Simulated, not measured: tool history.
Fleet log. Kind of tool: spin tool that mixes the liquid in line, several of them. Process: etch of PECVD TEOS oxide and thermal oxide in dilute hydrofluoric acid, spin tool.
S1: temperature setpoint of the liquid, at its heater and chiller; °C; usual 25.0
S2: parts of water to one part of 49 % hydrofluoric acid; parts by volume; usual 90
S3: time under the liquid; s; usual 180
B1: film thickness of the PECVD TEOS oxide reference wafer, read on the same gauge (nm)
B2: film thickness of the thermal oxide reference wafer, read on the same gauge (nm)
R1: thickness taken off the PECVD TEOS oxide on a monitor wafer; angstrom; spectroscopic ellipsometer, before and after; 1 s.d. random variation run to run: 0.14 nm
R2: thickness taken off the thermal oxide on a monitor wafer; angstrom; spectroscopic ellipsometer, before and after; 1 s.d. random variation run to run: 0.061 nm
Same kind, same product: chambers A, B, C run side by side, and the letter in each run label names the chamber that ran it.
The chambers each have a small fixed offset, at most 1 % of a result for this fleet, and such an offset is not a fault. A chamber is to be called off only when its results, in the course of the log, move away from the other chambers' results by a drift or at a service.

| run | hour | S1 | S2 | S3 | B1 | B2 | R1 | R2 |
|---|---|---|---|---|---|---|---|---|
| 1C | 6.7 | 25.0 | 90 | 180 | 110.00 | 130.01 | 180.35 | 102.030 |
| 2A | 13.6 | 25.0 | 90 | 180 | 109.99 | 130.01 | 179.23 | 100.480 |
| 3B | 21.2 | 25.0 | 90 | 180 | 110.00 | 129.99 | 182.67 | 101.000 |
| 4B | 27.0 | 25.0 | 90 | 180 | 110.00 | 129.98 | 180.80 | 101.270 |
| 5A | 33.0 | 25.0 | 90 | 180 | 110.02 | 129.99 | 176.84 | 101.410 |
| 6C | 40.7 | 25.0 | 90 | 180 | 109.99 | 130.00 | 180.13 | 100.840 |
| 7C | 46.6 | 29.5 | 90 | 85 | 110.01 | 130.01 | 102.12 | 56.749 |
|  | 52.9 | chamber C: thermometer replaced |
| 8B | 54.0 | 29.5 | 90 | 85 | 110.00 | 130.01 | 102.72 | 56.196 |
| 9A | 58.6 | 29.5 | 90 | 85 | 110.01 | 130.02 | 100.31 | 56.720 |
|  | 59.1 | chamber A: hydrofluoric acid flow meter replaced |
| 10A | 67.5 | 25.0 | 90 | 180 | 110.01 | 129.99 | 178.28 | 100.290 |
| 11B | 72.1 | 25.0 | 90 | 180 | 109.96 | 129.99 | 179.93 | 100.210 |
| 12C | 79.2 | 25.0 | 90 | 180 | 110.00 | 129.97 | 179.84 | 100.580 |
| 13C | 84.4 | 25.0 | 90 | 180 | 110.00 | 130.00 | 179.59 | 100.460 |
| 14A | 93.2 | 25.0 | 90 | 180 | 110.02 | 129.95 | 178.88 | 101.220 |
| 15B | 102.0 | 25.0 | 90 | 180 | 109.99 | 130.03 | 178.76 | 101.030 |
| 16A | 111.0 | 25.0 | 90 | 180 | 110.00 | 130.00 | 182.25 | 100.010 |
| 17B | 116.4 | 25.0 | 90 | 180 | 110.02 | 130.01 | 181.77 | 100.180 |
| 18C | 120.9 | 25.0 | 90 | 180 | 110.03 | 130.03 | 180.26 | 101.190 |
| 19B | 129.2 | 25.0 | 90 | 145 | 109.98 | 130.03 | 149.19 | 81.629 |
| 20C | 136.3 | 25.0 | 90 | 145 | 109.98 | 130.00 | 147.37 | 81.242 |
| 21A | 142.3 | 25.0 | 90 | 145 | 109.99 | 130.00 | 144.42 | 81.581 |
| 22B | 150.4 | 25.0 | 90 | 180 | 110.00 | 130.04 | 182.09 | 101.600 |
| 23C | 159.7 | 25.0 | 90 | 180 | 110.01 | 130.01 | 180.45 | 101.360 |
| 24A | 169.6 | 25.0 | 90 | 180 | 110.00 | 130.01 | 180.83 | 100.940 |
| 25C | 177.9 | 25.0 | 90 | 180 | 110.01 | 129.98 | 180.89 | 100.950 |
| 26A | 184.3 | 25.0 | 90 | 180 | 110.03 | 129.99 | 179.41 | 101.310 |
| 27B | 189.8 | 25.0 | 90 | 180 | 109.98 | 130.02 | 182.77 | 100.560 |
| 28A | 196.9 | 25.0 | 90 | 180 | 109.99 | 130.03 | 180.00 | 101.100 |
| 29C | 204.3 | 25.0 | 90 | 180 | 110.02 | 130.01 | 182.68 | 101.720 |

What goes on in this fleet: one chamber off, a drifting gauge, or nothing beyond the chambers' own small offsets? Name the chamber and the cause, if any.

Nothing is wrong: each chamber keeps only its own small, steady offset and the gauge holds still.
